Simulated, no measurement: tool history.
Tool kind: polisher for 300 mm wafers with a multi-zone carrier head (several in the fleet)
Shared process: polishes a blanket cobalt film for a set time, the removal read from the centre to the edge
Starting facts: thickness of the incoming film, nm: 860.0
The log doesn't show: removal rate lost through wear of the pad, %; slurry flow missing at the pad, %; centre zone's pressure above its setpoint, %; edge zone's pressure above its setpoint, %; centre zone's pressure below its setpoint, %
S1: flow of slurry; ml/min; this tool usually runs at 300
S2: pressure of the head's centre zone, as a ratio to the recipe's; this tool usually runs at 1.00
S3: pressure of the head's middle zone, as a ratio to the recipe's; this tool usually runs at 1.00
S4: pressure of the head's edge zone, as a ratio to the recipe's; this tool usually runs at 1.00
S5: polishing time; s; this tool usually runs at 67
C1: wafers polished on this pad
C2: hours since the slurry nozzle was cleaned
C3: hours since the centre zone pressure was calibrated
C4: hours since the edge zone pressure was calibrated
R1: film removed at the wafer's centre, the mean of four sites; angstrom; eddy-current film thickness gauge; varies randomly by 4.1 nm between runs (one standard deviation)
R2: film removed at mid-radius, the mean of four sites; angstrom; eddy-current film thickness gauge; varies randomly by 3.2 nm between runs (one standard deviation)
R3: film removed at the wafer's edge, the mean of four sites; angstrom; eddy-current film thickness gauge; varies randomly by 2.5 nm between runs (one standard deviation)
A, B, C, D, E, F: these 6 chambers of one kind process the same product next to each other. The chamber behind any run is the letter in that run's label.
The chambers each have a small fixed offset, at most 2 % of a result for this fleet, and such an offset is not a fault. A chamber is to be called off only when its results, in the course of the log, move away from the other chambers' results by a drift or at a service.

| run | hour | S1 | S2 | S3 | S4 | S5 | C1 | C2 | C3 | C4 | R1 | R2 | R3 |
|---|---|---|---|---|---|---|---|---|---|---|---|---|---|
| 1A | 3.3 | 300 | 1.00 | 1.00 | 1.00 | 67 | 1087 | 168.1 | 464.3 | 522.2 | 2730.7 | 2700.2 | 2718.0 |
|  | 4.8 | chamber F: worn pad replaced by a new one |
| 2B | 7.9 | 300 | 1.00 | 1.00 | 1.00 | 67 | 589 | 347.6 | 976.7 | 244.0 | 2658.6 | 2678.0 | 2723.2 |
|  | 10.8 | chamber D: edge zone pressure recalibrated |
| 3C | 11.6 | 300 | 1.00 | 1.00 | 1.00 | 67 | 114 | 48.0 | 922.7 | 1200.5 | 2797.2 | 2715.3 | 2676.5 |
| 4E | 17.2 | 300 | 1.00 | 1.00 | 1.00 | 67 | 366 | 681.7 | 538.7 | 1291.1 | 2732.0 | 2717.6 | 2680.0 |
| 5D | 21.7 | 300 | 1.00 | 1.00 | 1.00 | 67 | 666 | 489.9 | 41.4 | 10.9 | 2632.7 | 2734.1 | 2737.7 |
| 6F | 27.3 | 300 | 1.09 | 1.00 | 1.00 | 67 | 181 | 121.9 | 290.7 | 480.5 | 2912.8 | 2714.6 | 2704.7 |
| 7B | 30.8 | 300 | 1.09 | 1.00 | 1.00 | 67 | 773 | 370.5 | 999.6 | 266.9 | 2949.1 | 2705.7 | 2740.3 |
| 8C | 33.5 | 300 | 1.09 | 1.00 | 1.00 | 67 | 291 | 69.9 | 944.6 | 1222.4 | 2925.7 | 2711.9 | 2637.3 |
| 9F | 36.2 | 300 | 1.09 | 1.00 | 1.00 | 67 | 253 | 130.8 | 299.6 | 489.4 | 2952.0 | 2798.2 | 2689.5 |
|  | 36.5 | chamber A: worn pad replaced by a new one |
| 10D | 40.0 | 300 | 1.09 | 1.00 | 1.00 | 67 | 813 | 508.2 | 59.7 | 29.2 | 2902.0 | 2806.9 | 2669.3 |
|  | 44.4 | chamber A: centre zone pressure recalibrated |
| 11A | 45.0 | 300 | 1.09 | 1.00 | 1.00 | 67 | 69 | 209.8 | 0.6 | 563.9 | 3058.6 | 2739.9 | 2722.1 |
| 12E | 50.8 | 300 | 1.00 | 1.00 | 1.00 | 67 | 637 | 715.3 | 572.3 | 1324.7 | 2721.9 | 2753.6 | 2705.0 |
|  | 55.8 | chamber B: worn pad replaced by a new one |
| 13C | 56.4 | 300 | 1.00 | 1.00 | 1.00 | 67 | 475 | 92.8 | 967.5 | 1245.3 | 2727.7 | 2738.1 | 2640.1 |
|  | 57.8 | chamber C: worn pad replaced by a new one |
|  | 59.8 | chamber C: edge zone pressure recalibrated |
| 14D | 60.1 | 300 | 1.00 | 1.00 | 1.00 | 67 | 975 | 528.3 | 79.8 | 49.3 | 2687.7 | 2705.4 | 2676.4 |
| 15B | 65.0 | 300 | 1.00 | 1.00 | 1.00 | 67 | 74 | 404.7 | 1033.8 | 301.1 | 2682.4 | 2704.6 | 2713.4 |
| 16E | 70.0 | 300 | 1.00 | 1.00 | 1.00 | 67 | 791 | 734.5 | 591.5 | 1343.9 | 2685.1 | 2689.8 | 2696.9 |
| 17A | 74.4 | 300 | 1.00 | 1.00 | 1.00 | 67 | 305 | 239.2 | 30.0 | 593.3 | 2723.7 | 2758.2 | 2646.1 |
| 18F | 77.4 | 300 | 1.00 | 1.00 | 1.00 | 67 | 585 | 172.0 | 340.8 | 530.6 | 2599.5 | 2702.1 | 2748.0 |
|  | 79.6 | chamber C: centre zone pressure recalibrated |
| 19F | 82.5 | 300 | 1.00 | 0.96 | 1.00 | 67 | 626 | 177.1 | 345.9 | 535.7 | 2688.4 | 2625.0 | 2692.7 |
| 20B | 85.1 | 300 | 1.00 | 0.96 | 1.00 | 67 | 236 | 424.8 | 1053.9 | 321.2 | 2732.1 | 2601.6 | 2774.8 |
|  | 87.6 | chamber D: slurry nozzle cleaned |
| 21A | 88.2 | 300 | 1.00 | 0.96 | 1.00 | 67 | 416 | 253.0 | 43.8 | 607.1 | 2686.8 | 2628.3 | 2694.0 |
| 22C | 93.4 | 300 | 1.00 | 0.96 | 1.00 | 67 | 287 | 129.8 | 13.9 | 33.6 | 2705.0 | 2688.7 | 2672.2 |
| 23E | 96.0 | 300 | 1.00 | 0.96 | 1.00 | 67 | 1001 | 760.5 | 617.5 | 1369.9 | 2724.6 | 2665.4 | 2691.2 |
| 24D | 99.7 | 300 | 1.00 | 0.96 | 1.00 | 67 | 1294 | 12.2 | 119.4 | 88.9 | 2587.7 | 2526.7 | 2537.4 |
| 25A | 104.8 | 300 | 1.00 | 1.00 | 1.00 | 67 | 550 | 269.6 | 60.4 | 623.7 | 2816.1 | 2706.1 | 2672.4 |
| 26E | 108.1 | 300 | 1.00 | 1.00 | 1.00 | 67 | 1098 | 772.6 | 629.6 | 1382.0 | 2688.8 | 2722.8 | 2712.6 |
| 27C | 113.0 | 300 | 1.00 | 0.95 | 1.00 | 67 | 445 | 149.4 | 33.5 | 53.2 | 2767.7 | 2614.0 | 2670.9 |
|  | 116.4 | chamber C: worn pad replaced by a new one |
| 28B | 116.7 | 300 | 1.00 | 0.95 | 1.00 | 67 | 491 | 456.4 | 1085.5 | 352.8 | 2795.8 | 2613.4 | 2721.6 |
| 29F | 122.1 | 300 | 1.00 | 0.95 | 1.00 | 67 | 945 | 216.7 | 385.5 | 575.3 | 2638.6 | 2602.9 | 2731.6 |
| 30D | 126.3 | 300 | 1.00 | 0.95 | 1.00 | 67 | 1508 | 38.8 | 146.0 | 115.5 | 2410.0 | 2373.7 | 2488.9 |
| 31F | 129.9 | 300 | 1.00 | 0.95 | 1.00 | 67 | 1007 | 224.5 | 393.3 | 583.1 | 2729.7 | 2590.6 | 2732.0 |
| 32A | 135.0 | 300 | 1.00 | 0.95 | 1.00 | 67 | 793 | 299.8 | 90.6 | 653.9 | 2720.0 | 2653.8 | 2659.9 |
| 33B | 137.8 | 300 | 1.00 | 1.00 | 1.00 | 67 | 660 | 477.5 | 1106.6 | 373.9 | 2715.6 | 2728.5 | 2765.8 |
|  | 140.6 | chamber E: slurry nozzle cleaned |
|  | 141.2 | chamber E: worn pad replaced by a new one |
| 34E | 143.2 | 300 | 1.08 | 1.00 | 0.89 | 67 | 16 | 2.7 | 664.7 | 1417.1 | 2892.3 | 2653.4 | 2558.4 |
| 35D | 146.9 | 300 | 1.08 | 1.00 | 0.89 | 67 | 1674 | 59.4 | 166.6 | 136.1 | 2642.1 | 2432.2 | 2278.5 |
| 36C | 150.0 | 300 | 1.08 | 1.00 | 0.89 | 67 | 271 | 186.4 | 70.5 | 90.2 | 2941.4 | 2819.5 | 2534.5 |

Does one chamber stand apart from the rest, does the shared gauge drift, or is all well apart from small per-chamber offsets? Give the chamber and the most likely cause, where there is one.

One chamber, D, drifts off from the rest bit by bit.
Most likely cause: removal rate lost through wear of the pad, % = 11.5.

Which of the 4 candidates below, each the usual settings with something changed and its results left as question marks, puts chamber D back in line with what the other chambers give on the usual settings?
In line here means within this much of the mean the other chambers give on the usual settings: R1 140.0 angstrom; R2 110.0 angstrom; R3 85.0 angstrom
| 37D-1 | 154.1 | 295 | 1.00 | 1.00 | 1.00 | 59 |  |  |  |  | ? | ? | ? |
| 37D-2 | 154.1 | 300 | 1.00 | 1.00 | 1.00 | 70 |  |  |  |  | ? | ? | ? |
| 37D-3 | 154.1 | 300 | 1.00 | 1.00 | 1.00 | 64 |  |  |  |  | ? | ? | ? |
| 37D-4 | 154.1 | 305 | 1.00 | 1.00 | 1.00 | 75 |  |  |  |  | ? | ? | ? |

Average result of the remaining chambers running the usual settings: R1 2709.9 angstrom; R2 2726.6 angstrom; R3 2705.9 angstrom
| run | R1 | R2 | R3 |
|---|---|---|---|
| 37D-1 | 2103.1 | 2121.0 | 2116.4 |
| 37D-2 | 2499.6 | 2520.5 | 2514.1 |
| 37D-3 | 2285.4 | 2304.5 | 2298.6 |
| 37D-4 | 2682.8 | 2704.8 | 2696.9 |
37D-4 is the one that brings the chamber's results back in line with the other chambers.
